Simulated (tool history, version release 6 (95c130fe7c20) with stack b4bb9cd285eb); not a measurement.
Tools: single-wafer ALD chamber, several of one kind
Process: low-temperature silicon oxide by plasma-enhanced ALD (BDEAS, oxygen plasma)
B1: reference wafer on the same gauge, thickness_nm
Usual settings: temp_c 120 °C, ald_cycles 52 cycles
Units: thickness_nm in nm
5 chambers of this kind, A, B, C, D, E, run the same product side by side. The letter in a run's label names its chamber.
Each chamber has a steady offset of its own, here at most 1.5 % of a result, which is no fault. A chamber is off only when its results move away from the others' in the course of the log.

run 1B hour=5.6 | temp_c=120 ald_cycles=52 | B1=8.0999 | thickness_nm=7.2314
run 2D hour=8.5 | temp_c=120 ald_cycles=52 | B1=8.0948 | thickness_nm=7.144
run 3E hour=13.9 | temp_c=120 ald_cycles=52 | B1=8.0964 | thickness_nm=7.1149
run 4C hour=20.5 | temp_c=120 ald_cycles=52 | B1=8.0968 | thickness_nm=7.1325
run 5A hour=26 | temp_c=120 ald_cycles=52 | B1=8.094 | thickness_nm=7.0737
run 6E hour=30.7 | temp_c=120 ald_cycles=52 | B1=8.0943 | thickness_nm=7.1253
run 7B hour=35.6 | temp_c=120 ald_cycles=52 | B1=8.093 | thickness_nm=7.2146
run 8C hour=40.5 | temp_c=120 ald_cycles=52 | B1=8.0919 | thickness_nm=7.1089
run 9D hour=46.2 | temp_c=120 ald_cycles=52 | B1=8.0878 | thickness_nm=7.1529
run 10A hour=52.4 | temp_c=120 ald_cycles=52 | B1=8.0867 | thickness_nm=7.0944
run 11D hour=57.6 | temp_c=120 ald_cycles=45 | B1=8.0865 | thickness_nm=6.1547
run 12B hour=60.6 | temp_c=120 ald_cycles=45 | B1=8.0864 | thickness_nm=6.2506
run 13C hour=65.9 | temp_c=120 ald_cycles=45 | B1=8.0843 | thickness_nm=6.1445
run 14A hour=69.1 | temp_c=120 ald_cycles=45 | B1=8.0837 | thickness_nm=6.1144
run 15E hour=73.9 | temp_c=120 ald_cycles=45 | B1=8.0855 | thickness_nm=6.1482
run 16D hour=80.2 | temp_c=120 ald_cycles=52 | B1=8.0788 | thickness_nm=7.1238
run 17A hour=83.6 | temp_c=120 ald_cycles=52 | B1=8.0783 | thickness_nm=7.0669
run 18B hour=90.2 | temp_c=120 ald_cycles=52 | B1=8.0781 | thickness_nm=7.2019
run 19E hour=94.8 | temp_c=120 ald_cycles=52 | B1=8.0766 | thickness_nm=7.1147
run 20C hour=97.7 | temp_c=120 ald_cycles=52 | B1=8.0775 | thickness_nm=7.0803
run 21E hour=100.9 | temp_c=120 ald_cycles=52 | B1=8.075 | thickness_nm=7.1025
run 22A hour=104.9 | temp_c=120 ald_cycles=52 | B1=8.077 | thickness_nm=7.0491
run 23B hour=110.5 | temp_c=133 ald_cycles=45 | B1=8.0756 | thickness_nm=6.0904
run 24C hour=114.7 | temp_c=133 ald_cycles=45 | B1=8.0725 | thickness_nm=5.9794
run 25D hour=118.5 | temp_c=133 ald_cycles=45 | B1=8.0747 | thickness_nm=6.0047
run 26A hour=124.7 | temp_c=133 ald_cycles=45 | B1=8.0682 | thickness_nm=5.973
run 27B hour=128.4 | temp_c=133 ald_cycles=45 | B1=8.0681 | thickness_nm=6.084
run 28C hour=134.7 | temp_c=120 ald_cycles=52 | B1=8.0631 | thickness_nm=7.0959
run 29D hour=138.9 | temp_c=115 ald_cycles=52 | B1=8.0663 | thickness_nm=7.1882
run 30E hour=143.9 | temp_c=115 ald_cycles=52 | B1=8.0613 | thickness_nm=7.1591
run 31D hour=148.3 | temp_c=115 ald_cycles=52 | B1=8.0642 | thickness_nm=7.1724
run 32C hour=152.6 | temp_c=115 ald_cycles=52 | B1=8.0623 | thickness_nm=7.1611
run 33A hour=156.5 | temp_c=115 ald_cycles=52 | B1=8.0622 | thickness_nm=7.1179
run 34E hour=162.4 | temp_c=120 ald_cycles=52 | B1=8.0623 | thickness_nm=7.0895
run 35B hour=166.7 | temp_c=120 ald_cycles=52 | B1=8.0597 | thickness_nm=7.1986
run 36E hour=171.7 | temp_c=120 ald_cycles=52 | B1=8.0595 | thickness_nm=7.0832
run 37A hour=176 | temp_c=115 ald_cycles=47 | B1=8.0565 | thickness_nm=6.4254
run 38B hour=181.8 | temp_c=115 ald_cycles=47 | B1=8.0559 | thickness_nm=6.5469
run 39D hour=186.3 | temp_c=115 ald_cycles=47 | B1=8.057 | thickness_nm=6.4908
run 40C hour=191.7 | temp_c=115 ald_cycles=47 | B1=8.0549 | thickness_nm=6.4703

Is one chamber off against the others, does the gauge drift, or is nothing wrong? If a chamber is off, say which, and what the likeliest cause is.

The gauge drifts, so all chambers seem to drift together. No chamber is off.
Cause: gauge reads low (%) = 0.58.
